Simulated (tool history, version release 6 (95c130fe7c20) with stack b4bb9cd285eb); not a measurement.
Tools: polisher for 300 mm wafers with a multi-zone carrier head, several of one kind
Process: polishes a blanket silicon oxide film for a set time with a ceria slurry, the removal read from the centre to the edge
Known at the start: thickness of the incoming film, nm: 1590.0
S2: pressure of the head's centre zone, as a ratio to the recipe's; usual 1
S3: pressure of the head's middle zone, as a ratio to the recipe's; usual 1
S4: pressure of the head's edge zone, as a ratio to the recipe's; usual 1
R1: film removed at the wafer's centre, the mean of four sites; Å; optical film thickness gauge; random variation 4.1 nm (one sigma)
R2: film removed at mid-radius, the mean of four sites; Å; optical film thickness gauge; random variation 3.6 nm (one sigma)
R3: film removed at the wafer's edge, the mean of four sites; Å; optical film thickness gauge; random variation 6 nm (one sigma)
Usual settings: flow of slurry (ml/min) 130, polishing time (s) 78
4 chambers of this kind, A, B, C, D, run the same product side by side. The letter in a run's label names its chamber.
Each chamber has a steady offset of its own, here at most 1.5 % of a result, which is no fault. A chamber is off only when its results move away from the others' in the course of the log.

run 1B hour=5.8 | flow_of_slurry_(ml/min)=130 S2=1 S3=1 S4=1 polishing_time_(s)=78 | R1=4130.2 R2=4100.4 R3=4087.9
run 2C hour=11.7 | flow_of_slurry_(ml/min)=130 S2=1 S3=1 S4=1 polishing_time_(s)=78 | R1=4120.8 R2=4065.5 R3=4004.8
-- hour=20.6 chamber D: worn pad replaced by a new one
run 3A hour=20.8 | flow_of_slurry_(ml/min)=130 S2=1 S3=1 S4=1 polishing_time_(s)=78 | R1=4115.5 R2=4088.4 R3=4068.7
-- hour=21.2 chamber A: worn pad replaced by a new one
run 4D hour=30.5 | flow_of_slurry_(ml/min)=130 S2=1 S3=1 S4=1 polishing_time_(s)=78 | R1=3973.8 R2=4104.4 R3=4028.4
-- hour=31.1 chamber D: slurry nozzle cleaned
-- hour=35.4 chamber B: worn pad replaced by a new one
run 5A hour=38.9 | flow_of_slurry_(ml/min)=130 S2=1 S3=1 S4=1 polishing_time_(s)=78 | R1=4160.3 R2=4110.4 R3=3994.2
run 6D hour=44.6 | flow_of_slurry_(ml/min)=90 S2=1 S3=1 S4=1 polishing_time_(s)=66 | R1=3097.2 R2=3151.6 R3=3192.1
run 7B hour=53.3 | flow_of_slurry_(ml/min)=90 S2=1 S3=1 S4=1 polishing_time_(s)=66 | R1=3072.9 R2=3112.5 R3=3251.8
-- hour=54 chamber C: worn pad replaced by a new one
run 8C hour=60.2 | flow_of_slurry_(ml/min)=90 S2=1 S3=1 S4=1 polishing_time_(s)=66 | R1=3040 R2=3190.1 R3=3165.4
run 9B hour=68.9 | flow_of_slurry_(ml/min)=90 S2=1 S3=1 S4=1 polishing_time_(s)=66 | R1=3161 R2=3198.7 R3=3233.1
-- hour=77.6 chamber A: edge zone pressure recalibrated
run 10D hour=78 | flow_of_slurry_(ml/min)=130 S2=1 S3=1 S4=1 polishing_time_(s)=78 | R1=4065.1 R2=4055.1 R3=4016
run 11A hour=87.7 | flow_of_slurry_(ml/min)=130 S2=1 S3=0.95 S4=1 polishing_time_(s)=78 | R1=4117.5 R2=3946 R3=4038.9
-- hour=88.1 chamber D: worn pad replaced by a new one
run 12C hour=98.7 | flow_of_slurry_(ml/min)=130 S2=1 S3=0.95 S4=1 polishing_time_(s)=78 | R1=4125.8 R2=3913.4 R3=4101.3
-- hour=104.6 chamber B: worn pad replaced by a new one
run 13D hour=105 | flow_of_slurry_(ml/min)=130 S2=1 S3=0.95 S4=1 polishing_time_(s)=78 | R1=4098.3 R2=3889 R3=4007.9
-- hour=106.3 chamber A: worn pad replaced by a new one
run 14C hour=111.2 | flow_of_slurry_(ml/min)=130 S2=1 S3=0.95 S4=1 polishing_time_(s)=78 | R1=4058 R2=3886.7 R3=4044.2
run 15A hour=117.2 | flow_of_slurry_(ml/min)=130 S2=1 S3=1 S4=1 polishing_time_(s)=78 | R1=4141.1 R2=4119.2 R3=4000.6
-- hour=120.1 chamber C: worn pad replaced by a new one
run 16B hour=128.4 | flow_of_slurry_(ml/min)=130 S2=1 S3=1 S4=1 polishing_time_(s)=78 | R1=4049.1 R2=4087.8 R3=4055.5
run 17A hour=138.4 | flow_of_slurry_(ml/min)=130 S2=1 S3=1 S4=1 polishing_time_(s)=78 | R1=4159.5 R2=4117.5 R3=4100.8
run 18B hour=146 | flow_of_slurry_(ml/min)=130 S2=1 S3=1 S4=0.94 polishing_time_(s)=78 | R1=4020.9 R2=4131.6 R3=3916.5
run 19D hour=151.9 | flow_of_slurry_(ml/min)=130 S2=1 S3=1 S4=0.94 polishing_time_(s)=78 | R1=4020.9 R2=4080.7 R3=3835.9
-- hour=159.6 chamber D: worn pad replaced by a new one
run 20C hour=164.3 | flow_of_slurry_(ml/min)=130 S2=1 S3=1 S4=0.94 polishing_time_(s)=78 | R1=4065.4 R2=4088.8 R3=3953.6
run 21C hour=172.5 | flow_of_slurry_(ml/min)=130 S2=1 S3=1 S4=0.94 polishing_time_(s)=78 | R1=4094.6 R2=4059.1 R3=3986.2
-- hour=178.8 chamber B: worn pad replaced by a new one
run 22A hour=182.1 | flow_of_slurry_(ml/min)=130 S2=0.89 S3=1 S4=1 polishing_time_(s)=78 | R1=3658.6 R2=4087.4 R3=4010.1
run 23D hour=187.6 | flow_of_slurry_(ml/min)=130 S2=0.89 S3=1 S4=1 polishing_time_(s)=78 | R1=3591.5 R2=4086.1 R3=4031
-- hour=190.2 chamber C: worn pad replaced by a new one
run 24B hour=194.7 | flow_of_slurry_(ml/min)=130 S2=0.89 S3=1 S4=1 polishing_time_(s)=78 | R1=3558.2 R2=4121.4 R3=4113.3
run 25C hour=200.2 | flow_of_slurry_(ml/min)=130 S2=0.89 S3=1 S4=1 polishing_time_(s)=78 | R1=3558.9 R2=4071.1 R3=4088
-- hour=202.7 chamber A: worn pad replaced by a new one
run 26A hour=208.2 | flow_of_slurry_(ml/min)=130 S2=1 S3=1 S4=1 polishing_time_(s)=78 | R1=4117.9 R2=4072.1 R3=3994.1
run 27D hour=213.7 | flow_of_slurry_(ml/min)=130 S2=1 S3=1.04 S4=1 polishing_time_(s)=87 | R1=4415.6 R2=4708.1 R3=4542.5
-- hour=215.8 chamber D: centre zone pressure recalibrated
run 28B hour=219.9 | flow_of_slurry_(ml/min)=130 S2=1 S3=1.04 S4=1 polishing_time_(s)=87 | R1=4552.3 R2=4703.2 R3=4456.2
run 29D hour=227.8 | flow_of_slurry_(ml/min)=130 S2=1 S3=1.04 S4=1 polishing_time_(s)=87 | R1=4480.4 R2=4788.1 R3=4572.5
-- hour=229.2 chamber D: worn pad replaced by a new one
run 30A hour=234.6 | flow_of_slurry_(ml/min)=130 S2=1 S3=1.04 S4=1 polishing_time_(s)=87 | R1=4636.6 R2=4791.3 R3=4361.7
run 31B hour=241 | flow_of_slurry_(ml/min)=130 S2=1 S3=1 S4=1 polishing_time_(s)=78 | R1=4057.5 R2=4126.6 R3=4102.9
-- hour=252.2 chamber B: worn pad replaced by a new one
run 32C hour=253.2 | flow_of_slurry_(ml/min)=130 S2=1 S3=1 S4=1 polishing_time_(s)=78 | R1=4097.3 R2=4062.7 R3=4070.3
run 33B hour=262.7 | flow_of_slurry_(ml/min)=130 S2=1 S3=1 S4=1 polishing_time_(s)=59 | R1=3099.2 R2=3070.2 R3=3080.5
-- hour=263 chamber C: worn pad replaced by a new one
run 34C hour=271.9 | flow_of_slurry_(ml/min)=130 S2=1 S3=1 S4=1 polishing_time_(s)=59 | R1=3034.7 R2=3109.1 R3=3100.1
run 35D hour=280.8 | flow_of_slurry_(ml/min)=130 S2=1 S3=1 S4=1 polishing_time_(s)=59 | R1=3053.7 R2=3021.3 R3=3064.6
-- hour=285.6 chamber D: slurry nozzle cleaned
run 36A hour=292.5 | flow_of_slurry_(ml/min)=130 S2=1 S3=1 S4=1 polishing_time_(s)=59 | R1=3120.2 R2=3148 R3=3094.6
run 37C hour=299.7 | flow_of_slurry_(ml/min)=130 S2=1 S3=1.07 S4=1 polishing_time_(s)=78 | R1=4019.7 R2=4342.8 R3=4029
-- hour=303 chamber A: worn pad replaced by a new one
-- hour=309.2 chamber D: worn pad replaced by a new one
run 38D hour=310.7 | flow_of_slurry_(ml/min)=130 S2=1 S3=1.07 S4=1 polishing_time_(s)=78 | R1=3981.3 R2=4335.7 R3=3978.9
run 39A hour=321.1 | flow_of_slurry_(ml/min)=130 S2=1 S3=1.07 S4=1 polishing_time_(s)=78 | R1=4089 R2=4408.5 R3=4001
-- hour=326.7 chamber B: worn pad replaced by a new one
run 40B hour=327.2 | flow_of_slurry_(ml/min)=130 S2=1 S3=1.07 S4=1 polishing_time_(s)=78 | R1=4094.4 R2=4335.8 R3=4088.1
run 41D hour=336.7 | flow_of_slurry_(ml/min)=130 S2=1 S3=1 S4=1 polishing_time_(s)=78 | R1=4079.7 R2=4076 R3=3987.7
run 42A hour=345.7 | flow_of_slurry_(ml/min)=130 S2=0.93 S3=1 S4=1 polishing_time_(s)=64 | R1=3095.4 R2=3379.9 R3=3361.6

All 4 chambers run these settings next. Forecast each chamber's results:
run 43A hour=354.5 | flow_of_slurry_(ml/min)=130 S2=1 S3=1 S4=1 polishing_time_(s)=78 | R1=? R2=? R3=?
run 43B hour=354.5 | flow_of_slurry_(ml/min)=130 S2=1 S3=1 S4=1 polishing_time_(s)=78 | R1=? R2=? R3=?
run 43C hour=354.5 | flow_of_slurry_(ml/min)=130 S2=1 S3=1 S4=1 polishing_time_(s)=78 | R1=? R2=? R3=?
run 43D hour=354.5 | flow_of_slurry_(ml/min)=130 S2=1 S3=1 S4=1 polishing_time_(s)=78 | R1=? R2=? R3=?

run=43A R1=4075.1 R2=4111.5 R3=4107.8
run=43B R1=4115.4 R2=4093.8 R3=4071.1
run=43C R1=4107.8 R2=4115.9 R3=4138.3
run=43D R1=4023.7 R2=4073.7 R3=4000.8

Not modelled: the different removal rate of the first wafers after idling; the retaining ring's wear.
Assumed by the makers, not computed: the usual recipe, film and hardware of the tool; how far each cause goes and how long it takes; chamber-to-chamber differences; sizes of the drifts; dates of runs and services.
